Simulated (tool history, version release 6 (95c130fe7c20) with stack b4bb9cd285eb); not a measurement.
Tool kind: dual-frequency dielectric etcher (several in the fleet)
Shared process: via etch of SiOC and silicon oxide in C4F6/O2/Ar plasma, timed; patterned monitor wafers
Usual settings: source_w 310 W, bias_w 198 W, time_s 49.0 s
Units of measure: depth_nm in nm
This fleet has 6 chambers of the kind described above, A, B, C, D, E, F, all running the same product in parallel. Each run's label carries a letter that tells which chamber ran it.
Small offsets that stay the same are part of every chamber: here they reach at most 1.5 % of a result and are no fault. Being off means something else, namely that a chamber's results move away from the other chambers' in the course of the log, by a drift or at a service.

run,hour,source_w,bias_w,time_s,"read-back reference wafer on the same gauge, depth_nm",depth_nm
1D,3.3,310,198,49.0,41.886,51.128
2C,7.7,310,198,49.0,41.911,52.042
3A,12.4,310,198,49.0,41.912,51.515
# hour 13.6: chamber C: wet clean of the chamber
4E,15.2,310,198,49.0,41.894,51.279
5B,18.5,310,198,49.0,41.980,51.955
6F,22.8,310,198,49.0,41.921,51.421
7D,25.8,310,198,49.0,41.928,51.639
8B,29.9,310,198,49.0,41.939,52.172
9C,33.7,370,198,44.5,41.887,50.901
10F,37.0,370,198,44.5,41.862,49.842
11A,39.8,370,198,44.5,41.908,50.110
12E,43.7,370,198,44.5,41.890,50.121
13E,47.9,370,198,44.5,41.897,50.427
14D,50.4,370,198,44.5,41.874,49.746
15C,54.4,310,198,49.0,41.912,52.423
16F,57.5,240,198,60.0,41.877,57.063
# hour 59.6: chamber A: wet clean of the chamber
17B,61.1,240,198,60.0,41.892,57.798
18A,66.0,240,198,60.0,41.936,57.068
19C,69.6,240,198,60.0,41.950,58.250
20B,72.3,240,198,60.0,41.932,57.727
# hour 73.3: chamber D: source power generator calibrated
21A,75.3,240,198,60.0,41.888,56.395
22F,78.2,310,198,49.0,41.913,51.717
23D,81.0,310,198,49.0,41.813,51.326
24E,86.6,310,198,49.0,41.898,51.495
25B,90.2,310,198,49.0,41.892,51.702
# hour 93.5: chamber B: wet clean of the chamber
26C,94.2,310,198,49.0,41.896,52.591
27E,99.7,310,198,49.0,41.904,51.304
28A,102.3,310,198,49.0,41.937,50.966
29D,107.6,310,198,49.0,41.950,51.608
30F,112.6,310,198,49.0,41.920,51.700
31C,118.1,310,198,49.0,41.876,52.278
32D,123.1,310,198,49.0,41.862,51.605
33B,128.5,310,198,49.0,41.827,49.339
34A,133.4,310,198,49.0,41.870,51.000
35F,139.2,310,198,49.0,41.894,51.208
36E,144.2,310,198,49.0,41.917,51.760
37A,149.2,360,198,49.0,41.893,54.423
38F,152.9,360,198,49.0,41.920,54.624
39C,157.7,360,198,49.0,41.917,55.646
40E,162.1,360,198,49.0,41.874,54.184
41D,166.8,360,198,49.0,41.896,54.601

Read the log: is a single chamber off, either drifting away or since a service, is the gauge that measures every chamber drifting, or is nothing wrong beyond small per-chamber offsets? Name any odd chamber and what most likely caused it.

The work done on chamber B during a service left it standing apart from the others.
Most likely cause: etch rate under this chamber's usual, % = 5.05.

Below are 4 candidate recipes for chamber B's next run, each the usual settings with a change, their results shown as question marks. Which of them brings B's results back in line with what the other chambers give on the usual settings?
Counts as in line when no further than this from what the other chambers average on the usual settings: depth_nm 0.890 nm
42B-1,170.9,310,268,49.0,,?
42B-2,170.9,310,198,51.5,,?
42B-3,170.9,230,198,49.0,,?
42B-4,170.9,310,196,47.0,,?

The mean the other chambers reach with the usual settings: depth_nm 51.630 nm
run,depth_nm
42B-1,54.585
42B-2,51.709
42B-3,43.945
42B-4,47.032
42B-2 brings the chamber back in line.
